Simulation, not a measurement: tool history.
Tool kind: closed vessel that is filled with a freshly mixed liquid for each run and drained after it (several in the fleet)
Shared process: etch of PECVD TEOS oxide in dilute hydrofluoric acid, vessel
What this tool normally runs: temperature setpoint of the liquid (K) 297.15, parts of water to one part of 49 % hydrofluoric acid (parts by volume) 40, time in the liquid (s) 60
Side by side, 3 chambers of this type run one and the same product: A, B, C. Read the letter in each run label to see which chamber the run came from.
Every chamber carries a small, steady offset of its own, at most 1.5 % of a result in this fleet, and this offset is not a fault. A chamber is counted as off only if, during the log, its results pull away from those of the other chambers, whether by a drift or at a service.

run,hour,temperature setpoint of the liquid (K),parts of water to one part of 49 % hydrofluoric acid (parts by volume),time in the liquid (s),hours since the thermometer was replaced,hours since the hydrofluoric acid flow meter was replaced,"read-back film thickness of the PECVD TEOS oxide reference wafer, read on the same gauge (nm)",thickness taken off the PECVD TEOS oxide on a monitor wafer (Å)
1B,4,297.15,40,60,95,335.3,40.022,418.96
2C,7.9,297.15,40,60,945.5,119.5,40.008,424.66
3A,11.6,297.15,40,60,648.9,787.5,40.031,423.42
4C,15.5,297.15,40,60,953.1,127.1,39.984,422.81
5B,19.4,297.15,40,60,110.4,350.7,39.97,418.25
6A,21.5,297.15,40,60,658.8,797.4,40.019,428.88
7B,26,297.15,40,60,117,357.3,40.035,420.99
8A,29,297.15,40,60,666.3,804.9,40.005,423.02
9C,33.3,297.15,40,60,970.9,144.9,39.947,422.67
10A,36.2,293.65,40,95,673.5,812.1,40.035,575.54
11C,39.8,293.65,40,95,977.4,151.4,39.979,579.92
12B,42.7,293.65,40,95,133.7,374,40.005,574.18
13B,45.4,297.15,40,60,136.4,376.7,40.02,422.98
14A,48.3,297.15,40,60,685.6,824.2,39.999,421.86
15C,51.2,297.15,40,60,988.8,162.8,39.984,423.34
16B,54.6,297.15,40,60,145.6,385.9,39.97,423.5
17A,58,297.15,40,60,695.3,833.9,40.007,424.27
18C,61.8,297.15,30,45,999.4,173.4,39.993,428.53
19C,66.4,297.15,30,45,1004,178,39.979,428.08
20B,69.9,297.15,30,45,160.9,401.2,40.027,425.69
21A,71.9,297.15,40,60,709.2,847.8,39.972,427.25
22C,75.4,297.15,40,60,1013,187,40.014,424.78
23B,77.6,297.15,40,60,168.6,408.9,39.968,421.34
24A,81.1,297.15,40,60,718.4,857,40.056,427.49
25C,83.7,292.15,40,60,1021.3,195.3,40.04,342.75
26A,86.6,292.15,40,60,723.9,862.5,40.032,344.79
27B,89.5,292.15,40,60,180.5,420.8,39.988,342.29
28A,92.7,297.15,40,60,730,868.6,40.055,426.22
29C,96.4,297.15,40,60,1034,208,39.986,421.2
30B,98.6,297.15,40,60,189.6,429.9,40.011,421.67
31C,102.6,297.15,40,60,1040.2,214.2,39.975,423.45
32A,105.8,297.15,40,60,743.1,881.7,40.029,425.51
33B,109.7,297.15,40,60,200.7,441,40.01,419.4
34A,112.8,297.15,40,60,750.1,888.7,39.996,424.78
35B,115.4,297.15,40,60,206.4,446.7,40.01,421.44
36C,117.4,297.15,40,60,1055,229,39.931,422.05
37B,120.3,297.15,40,60,211.3,451.6,40.016,419.18
38C,122.8,297.15,40,60,1060.4,234.4,39.952,422.22

For the next run the whole fleet of 3 chambers uses the same settings. Give each chamber's results:
39A,126.2,297.15,40,60,,,,?
39B,126.2,297.15,40,60,,,,?
39C,126.2,297.15,40,60,,,,?

run,thickness taken off the PECVD TEOS oxide on a monitor wafer (Å)
39A,426.52
39B,416.13
39C,422.85
